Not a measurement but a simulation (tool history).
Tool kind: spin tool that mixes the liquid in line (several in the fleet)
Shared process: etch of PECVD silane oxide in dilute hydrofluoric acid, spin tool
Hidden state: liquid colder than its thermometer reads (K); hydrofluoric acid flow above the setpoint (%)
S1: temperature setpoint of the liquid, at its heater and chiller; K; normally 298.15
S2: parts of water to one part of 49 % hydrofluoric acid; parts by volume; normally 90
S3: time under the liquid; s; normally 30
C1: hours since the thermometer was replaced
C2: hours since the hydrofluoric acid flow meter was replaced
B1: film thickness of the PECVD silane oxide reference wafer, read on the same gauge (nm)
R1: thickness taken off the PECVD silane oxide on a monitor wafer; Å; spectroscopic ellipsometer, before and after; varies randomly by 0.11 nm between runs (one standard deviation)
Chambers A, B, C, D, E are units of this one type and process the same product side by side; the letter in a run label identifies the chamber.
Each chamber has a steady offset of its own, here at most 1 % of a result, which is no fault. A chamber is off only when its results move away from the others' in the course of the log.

Run 1E, hour 9.4: usual settings; C1 300.8; C2 241.4; B1 69.987. Result: R1 149.030 Å.
Run 2B, hour 19.3: usual settings; C1 485.4; C2 384.6; B1 70.010. Result: R1 149.040 Å.
Run 3C, hour 33.4: usual settings; C1 542.8; C2 134.5; B1 69.993. Result: R1 146.930 Å.
Run 4D, hour 44.0: usual settings; C1 51.3; C2 564.6; B1 69.979. Result: R1 149.590 Å.
Run 5A, hour 55.0: usual settings; C1 1588.3; C2 661.8; B1 69.993. Result: R1 149.190 Å.
Run 6A, hour 68.4: usual settings; C1 1601.7; C2 675.2; B1 70.002. Result: R1 149.460 Å.
Run 7C, hour 76.1: usual settings but S1 301.65 K; C1 585.5; C2 177.2; B1 70.002. Result: R1 169.850 Å.
At hour 82.7: chamber A: hydrofluoric acid flow meter replaced.
Run 8E, hour 91.5: usual settings but S1 301.65 K; C1 382.9; C2 323.5; B1 70.007. Result: R1 172.060 Å.
Run 9B, hour 103.2: usual settings but S1 301.65 K; C1 569.3; C2 468.5; B1 70.003. Result: R1 172.800 Å.
At hour 104.2: chamber B: hydrofluoric acid flow meter replaced.
Run 10D, hour 116.3: usual settings but S1 301.65 K; C1 123.6; C2 636.9; B1 69.997. Result: R1 170.800 Å.
Run 11E, hour 127.9: usual settings but S1 301.65 K; C1 419.3; C2 359.9; B1 70.012. Result: R1 171.350 Å.
Run 12C, hour 137.7: usual settings; C1 647.1; C2 238.8; B1 70.017. Result: R1 147.250 Å.
Run 13B, hour 146.4: usual settings; C1 612.5; C2 42.2; B1 70.004. Result: R1 148.180 Å.
Run 14A, hour 161.4: usual settings; C1 1694.7; C2 78.8; B1 70.021. Result: R1 147.890 Å.
At hour 173.5: chamber E: hydrofluoric acid flow meter replaced.
Run 15D, hour 173.5: usual settings; C1 180.8; C2 694.1; B1 70.003. Result: R1 149.050 Å.
Run 16D, hour 188.8: usual settings but S3 45 s; C1 196.1; C2 709.4; B1 69.975. Result: R1 224.090 Å.
Run 17A, hour 196.3: usual settings but S3 45 s; C1 1729.6; C2 113.7; B1 70.031. Result: R1 222.530 Å.
Run 18E, hour 206.4: usual settings but S3 45 s; C1 497.8; C2 32.9; B1 69.994. Result: R1 224.060 Å.
At hour 214.8: chamber A: thermometer replaced.
Run 19C, hour 221.5: usual settings but S3 45 s; C1 730.9; C2 322.6; B1 69.993. Result: R1 221.820 Å.
At hour 224.7: chamber C: thermometer replaced.
Run 20B, hour 233.8: usual settings but S3 45 s; C1 699.9; C2 129.6; B1 70.004. Result: R1 223.150 Å.
Run 21D, hour 244.7: usual settings; C1 252.0; C2 765.3; B1 70.019. Result: R1 148.960 Å.
Run 22A, hour 260.5: usual settings; C1 45.7; C2 177.9; B1 69.973. Result: R1 147.600 Å.
Run 23E, hour 268.6: usual settings; C1 560.0; C2 95.1; B1 70.009. Result: R1 148.260 Å.
Run 24B, hour 280.6: usual settings; C1 746.7; C2 176.4; B1 69.995. Result: R1 146.840 Å.
Run 25C, hour 292.0: usual settings; C1 67.3; C2 393.1; B1 69.999. Result: R1 147.190 Å.
Run 26C, hour 302.2: usual settings but S1 294.15 K, S2 115 parts by volume; C1 77.5; C2 403.3; B1 69.973. Result: R1 97.526 Å.
Run 27E, hour 311.2: usual settings but S1 294.15 K, S2 115 parts by volume; C1 602.6; C2 137.7; B1 70.018. Result: R1 96.791 Å.
Run 28B, hour 318.7: usual settings but S1 294.15 K, S2 115 parts by volume; C1 784.8; C2 214.5; B1 70.034. Result: R1 95.681 Å.
Run 29D, hour 326.7: usual settings but S1 294.15 K, S2 115 parts by volume; C1 334.0; C2 847.3; B1 69.985. Result: R1 96.629 Å.
Run 30A, hour 339.6: usual settings but S1 294.15 K, S2 115 parts by volume; C1 124.8; C2 257.0; B1 70.020. Result: R1 97.174 Å.
Run 31A, hour 355.0: usual settings but S1 295.15 K, S3 15 s; C1 140.2; C2 272.4; B1 70.009. Result: R1 65.830 Å.
Run 32B, hour 366.0: usual settings but S1 295.15 K, S3 15 s; C1 832.1; C2 261.8; B1 70.006. Result: R1 64.709 Å.
Run 33E, hour 377.5: usual settings but S1 295.15 K, S3 15 s; C1 668.9; C2 204.0; B1 70.003. Result: R1 66.299 Å.
Run 34C, hour 392.3: usual settings but S1 295.15 K, S3 15 s; C1 167.6; C2 493.4; B1 69.990. Result: R1 65.152 Å.
Run 35D, hour 406.3: usual settings but S1 295.15 K, S3 15 s; C1 413.6; C2 926.9; B1 70.000. Result: R1 66.749 Å.
Run 36A, hour 414.7: usual settings; C1 199.9; C2 332.1; B1 70.000. Result: R1 146.430 Å.
Run 37C, hour 424.0: usual settings; C1 199.3; C2 525.1; B1 70.013. Result: R1 147.990 Å.
Run 38B, hour 438.9: usual settings; C1 905.0; C2 334.7; B1 69.985. Result: R1 146.960 Å.
Run 39D, hour 447.4: usual settings; C1 454.7; C2 968.0; B1 69.989. Result: R1 148.600 Å.
Run 40E, hour 455.9: usual settings; C1 747.3; C2 282.4; B1 69.965. Result: R1 148.530 Å.
Run 41A, hour 465.8: usual settings; C1 251.0; C2 383.2; B1 69.996. Result: R1 146.640 Å.
Run 42E, hour 478.4: usual settings but S2 50 parts by volume, S3 20 s; C1 769.8; C2 304.9; B1 69.992. Result: R1 188.070 Å.

Is one chamber out of step, is the gauge drifting, or do the chambers differ by no more than their own small offsets? For an off chamber, give its letter and the likeliest cause.

Beyond each chamber's small constant offset nothing stands out, and the gauge stays steady.

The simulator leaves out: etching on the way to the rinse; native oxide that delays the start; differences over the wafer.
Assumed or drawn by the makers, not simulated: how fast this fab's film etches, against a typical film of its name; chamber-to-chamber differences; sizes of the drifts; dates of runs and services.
